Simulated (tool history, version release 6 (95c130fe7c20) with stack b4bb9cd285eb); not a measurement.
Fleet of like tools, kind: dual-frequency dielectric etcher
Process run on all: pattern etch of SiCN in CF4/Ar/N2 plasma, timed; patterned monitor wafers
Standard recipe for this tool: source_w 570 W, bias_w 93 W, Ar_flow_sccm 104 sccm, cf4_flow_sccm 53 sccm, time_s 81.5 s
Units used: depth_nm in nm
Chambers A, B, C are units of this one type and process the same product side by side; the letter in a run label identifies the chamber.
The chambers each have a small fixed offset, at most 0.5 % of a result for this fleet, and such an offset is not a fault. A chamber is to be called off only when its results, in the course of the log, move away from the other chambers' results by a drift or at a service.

run	hour	source_w	bias_w	Ar_flow_sccm	cf4_flow_sccm	time_s	read-back reference wafer on the same gauge, depth_nm	depth_nm
1B	5.3	570	93	104	53	81.5	101.35	89.806
2A	13.3	570	93	104	53	81.5	101.16	90.103
3C	22.1	570	93	104	53	81.5	101.25	89.918
4B	27.8	570	93	104	53	81.5	101.16	89.644
5A	38.9	570	93	104	53	81.5	101.11	89.836
6C	48.7	570	93	104	53	81.5	101.19	90.018
7A	59.9	570	109	94	53	81.5	101.22	95.836
8B	69.1	570	109	94	53	81.5	101.34	97.477
9C	79.5	570	109	94	53	81.5	101.13	96.517
10C	88.9	570	93	104	53	81.5	101.16	89.284
11B	98.7	450	93	104	53	100	101.17	89.171
12A	105.8	450	93	104	53	100	101.1	88.978
13A	114.3	450	93	104	53	100	101.13	89.086
# hour 121: chamber B: bias power generator calibrated
14B	123.3	570	93	104	53	81.5	101.3	89.085
15C	133.9	570	93	104	53	81.5	101.38	90.808
16B	141.6	570	93	104	53	81.5	101.25	88.153
17C	148.9	570	93	104	53	81.5	101.15	90.326
18A	154.6	570	93	104	53	81.5	101.28	89.87
19C	164.6	570	93	104	53	81.5	101.37	89.826
20B	172.3	570	93	104	53	81.5	101.14	88.153
21A	177.7	570	93	104	53	81.5	100.99	90.466
22C	183.7	570	93	104	53	81.5	101.16	90.094
# hour 186.5: chamber C: wet clean of the chamber
23B	192.9	570	93	104	53	81.5	101.24	88.589
24A	198.6	570	93	104	53	81.5	101.24	89.656
25C	208.7	570	93	96	41	81.5	101.3	87.34
26A	213.6	570	93	96	41	81.5	101.17	86.514
27B	218.9	570	93	96	41	81.5	101.04	86.093
28A	227	570	93	104	53	81.5	101.14	89.649
29B	238	570	93	104	53	81.5	101.39	88.038
30C	246.3	570	93	104	53	81.5	101.14	90.786
31B	251.2	570	93	104	53	81.5	101.16	88.282
32C	256.2	570	93	104	53	81.5	101.27	90.346
33A	265.9	570	78	94	53	81.5	101.18	86.918
34C	273.7	570	78	94	53	81.5	101.04	86.708
35B	280.7	570	78	94	53	81.5	101.34	83.329
36A	287.8	570	71	104	53	71	101.25	71.187
37A	297.9	570	71	104	53	71	101.31	70.276
38B	303.6	570	71	104	53	71	101.27	69.07
39C	309.5	570	93	104	53	81.5	101.33	89.744

Does one chamber stand apart from the rest, does the shared gauge drift, or is all well apart from small per-chamber offsets? Give the chamber and the most likely cause, where there is one.

Little by little, chamber B moves away from the other chambers.
Most likely cause: source power that arrives under what is set, % = 3.75.
The log may not tell that from: etch rate under this chamber's usual, %.

Here are 4 candidates for chamber B's next run, each the usual settings with a change, their results left as question marks. Which one brings its results back in line with what the others give on the usual settings?
A result is in line if it is within this distance of the other chambers' mean on the usual settings: depth_nm 2 nm
40B-1	317.5	570	94	104	53	84		?
40B-2	317.5	570	95	104	53	87		?
40B-3	317.5	570	91	105	53	76		?
40B-4	317.5	570	93	104	53	78.5		?

Other chambers, usual settings, mean: depth_nm 90.202 nm
run	depth_nm
40B-1	90.045
40B-2	93.636
40B-3	80.359
40B-4	83.809
40B-1 is the one that brings the chamber's results back in line with the other chambers.
